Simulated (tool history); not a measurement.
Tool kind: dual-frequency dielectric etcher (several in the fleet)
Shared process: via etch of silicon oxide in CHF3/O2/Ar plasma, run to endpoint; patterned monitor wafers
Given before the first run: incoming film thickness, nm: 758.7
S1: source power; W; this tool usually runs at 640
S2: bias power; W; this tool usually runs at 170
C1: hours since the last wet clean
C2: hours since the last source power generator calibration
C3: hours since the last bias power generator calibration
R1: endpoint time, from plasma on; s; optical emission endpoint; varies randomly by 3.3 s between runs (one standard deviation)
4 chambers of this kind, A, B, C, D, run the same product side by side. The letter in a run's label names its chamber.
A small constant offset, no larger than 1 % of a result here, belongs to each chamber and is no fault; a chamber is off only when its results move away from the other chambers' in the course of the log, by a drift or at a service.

{"run": "1A", "day": 0.167, "S1": 640, "S2": 170, "C1": 281.2, "C2": 4133, "C3": 182.2, "R1": 378.42}
{"run": "2D", "day": 0.429, "S1": 640, "S2": 170, "C1": 432.2, "C2": 147.4, "C3": 1836.3, "R1": 382.62}
{"run": "3B", "day": 0.612, "S1": 640, "S2": 170, "C1": 205.8, "C2": 2126.8, "C3": 689.2, "R1": 383.2}
{"day": 0.712, "done": "chamber D: wet clean of the chamber"}
{"run": "4C", "day": 0.783, "S1": 640, "S2": 170, "C1": 228.1, "C2": 259.4, "C3": 2340.9, "R1": 382.39}
{"run": "5D", "day": 1.075, "S1": 640, "S2": 170, "C1": 8.8, "C2": 162.9, "C3": 1851.8, "R1": 386.63}
{"run": "6B", "day": 1.208, "S1": 640, "S2": 170, "C1": 220.1, "C2": 2141.1, "C3": 703.5, "R1": 382.44}
{"run": "7A", "day": 1.508, "S1": 640, "S2": 170, "C1": 313.4, "C2": 4165.2, "C3": 214.4, "R1": 377.06}
{"run": "8C", "day": 1.667, "S1": 640, "S2": 170, "C1": 249.3, "C2": 280.6, "C3": 2362.1, "R1": 380.62}
{"run": "9C", "day": 1.925, "S1": 640, "S2": 170, "C1": 255.5, "C2": 286.8, "C3": 2368.3, "R1": 381.05}
{"run": "10D", "day": 2.208, "S1": 640, "S2": 170, "C1": 36, "C2": 190.1, "C3": 1879, "R1": 381.75}
{"run": "11A", "day": 2.496, "S1": 640, "S2": 170, "C1": 337.1, "C2": 4188.9, "C3": 238.1, "R1": 389.95}
{"run": "12B", "day": 2.767, "S1": 640, "S2": 170, "C1": 257.5, "C2": 2178.5, "C3": 740.9, "R1": 382.74}
{"run": "13C", "day": 2.983, "S1": 640, "S2": 170, "C1": 280.9, "C2": 312.2, "C3": 2393.7, "R1": 381.33}
{"run": "14A", "day": 3.258, "S1": 640, "S2": 170, "C1": 355.4, "C2": 4207.2, "C3": 256.4, "R1": 380.65}
{"run": "15B", "day": 3.412, "S1": 640, "S2": 170, "C1": 273, "C2": 2194, "C3": 756.4, "R1": 386.86}
{"run": "16D", "day": 3.583, "S1": 640, "S2": 170, "C1": 69, "C2": 223.1, "C3": 1912, "R1": 384.69}
{"run": "17D", "day": 3.767, "S1": 640, "S2": 170, "C1": 73.4, "C2": 227.5, "C3": 1916.4, "R1": 385}
{"run": "18C", "day": 3.908, "S1": 640, "S2": 170, "C1": 303.1, "C2": 334.4, "C3": 2415.9, "R1": 378.28}
{"run": "19B", "day": 4.162, "S1": 640, "S2": 170, "C1": 291, "C2": 2212, "C3": 774.4, "R1": 386.64}
{"run": "20A", "day": 4.383, "S1": 640, "S2": 170, "C1": 382.4, "C2": 4234.2, "C3": 283.4, "R1": 380.04}
{"run": "21A", "day": 4.538, "S1": 530, "S2": 188, "C1": 386.1, "C2": 4237.9, "C3": 287.1, "R1": 401.95}
{"run": "22B", "day": 4.671, "S1": 530, "S2": 188, "C1": 303.2, "C2": 2224.2, "C3": 786.6, "R1": 399.12}
{"run": "23D", "day": 4.867, "S1": 530, "S2": 188, "C1": 99.8, "C2": 253.9, "C3": 1942.8, "R1": 398.12}
{"run": "24C", "day": 5.004, "S1": 530, "S2": 188, "C1": 329.4, "C2": 360.7, "C3": 2442.2, "R1": 391.5}

Each of the 4 chambers runs these same settings next. Fill in every chamber's results:
{"run": "25A", "day": 5.221, "S1": 640, "S2": 170, "R1": "?"}
{"run": "25B", "day": 5.221, "S1": 640, "S2": 170, "R1": "?"}
{"run": "25C", "day": 5.221, "S1": 640, "S2": 170, "R1": "?"}
{"run": "25D", "day": 5.221, "S1": 640, "S2": 170, "R1": "?"}

run=25A R1=381.07
run=25B R1=384.66
run=25C R1=384.1
run=25D R1=380.77
